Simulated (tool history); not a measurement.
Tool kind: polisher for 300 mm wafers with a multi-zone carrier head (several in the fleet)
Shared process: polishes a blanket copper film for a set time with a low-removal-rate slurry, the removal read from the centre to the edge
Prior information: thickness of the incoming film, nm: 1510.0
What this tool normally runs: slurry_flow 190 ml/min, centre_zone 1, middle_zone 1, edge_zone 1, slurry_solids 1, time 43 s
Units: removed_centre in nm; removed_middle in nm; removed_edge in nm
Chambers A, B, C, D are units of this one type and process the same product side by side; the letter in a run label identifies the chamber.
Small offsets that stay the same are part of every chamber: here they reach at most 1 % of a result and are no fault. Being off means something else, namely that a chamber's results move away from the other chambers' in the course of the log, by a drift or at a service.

run   hour  slurry_flow  centre_zone  middle_zone  edge_zone  slurry_solids  time  removed_centre  removed_middle  removed_edge
       5.2  -- chamber A: slurry nozzle cleaned
 1D    8.8          190            1            1          1              1    43          152.86          152.69        154.06
      13.7  -- chamber C: worn pad replaced by a new one
 2C   16.2          190            1            1          1              1    43          154.03          151.53        154.08
      16.6  -- chamber A: worn pad replaced by a new one
      21.7  -- chamber D: worn pad replaced by a new one
        22  -- chamber B: worn pad replaced by a new one
 3A   23.3          190            1            1          1              1    43          153.23           153.7        153.16
 4B   29.6          190            1            1          1              1    43          153.99          155.01         153.8
 5D   35.3          190            1            1          1              1    43          153.18           153.8        152.88
 6C   43.2          190            1            1          1              1    43          155.24          151.62           154
 7B   51.7          190            1            1          1              1    43          154.18          154.35        154.38
      56.6  -- chamber A: worn pad replaced by a new one
 8A   60.1          190            1            1          1              1    43          152.96          153.47           153
 9B   66.2          190            1            1          1              1    43          153.93          155.35        154.08
      68.3  -- chamber B: worn pad replaced by a new one
      75.1  -- chamber B: centre zone pressure recalibrated
10A   75.2          190            1            1          1              1    43          152.87          154.57        152.72
11D     82          190            1            1          1              1    43          156.15          153.39        154.99
12C     88          190            1            1          1              1    43          151.62          152.93        153.61
13A   97.6          190            1            1          1              1    43          155.53          154.12        154.23
     104.6  -- chamber A: worn pad replaced by a new one
     105.9  -- chamber D: worn pad replaced by a new one
14B    107          130            1            1          1              1    43          141.62          143.17        144.93
     114.1  -- chamber B: worn pad replaced by a new one
     115.4  -- chamber A: edge zone pressure recalibrated
15C  116.1          130            1            1          1              1    43          141.58          141.56        144.89
     119.5  -- chamber C: worn pad replaced by a new one
16D  123.3          130            1            1          1              1    43          141.56          140.79        144.57
17C  132.8          130            1            1          1              1    43           142.1           141.7         146.3
18B  140.4          190            1            1          1              1    43          155.89          154.59        151.75
     146.7  -- chamber A: worn pad replaced by a new one
19D    148          190            1            1          1              1    43           151.7           153.2        153.64
20A  155.3          190            1            1          1              1    43          153.61          153.11        152.78
21C  162.7          190            1            1          1              1    43          151.14           153.5        153.91
       165  -- chamber B: worn pad replaced by a new one
22A  167.8          190            1            1          1              1    43          153.97          152.29        153.12
23D    174          190            1            1          1              1    43          152.28          153.78        152.97
24B  179.8          190            1            1          1              1    43          153.49          153.92        152.46

Has any chamber moved away from the others, gradually or after a service, or does the common gauge drift, or do the chambers differ only by their own small steady offsets? State the chamber and the most likely cause if one applies.

All chambers stay in line apart from their small fixed offsets, and the gauge does not drift.

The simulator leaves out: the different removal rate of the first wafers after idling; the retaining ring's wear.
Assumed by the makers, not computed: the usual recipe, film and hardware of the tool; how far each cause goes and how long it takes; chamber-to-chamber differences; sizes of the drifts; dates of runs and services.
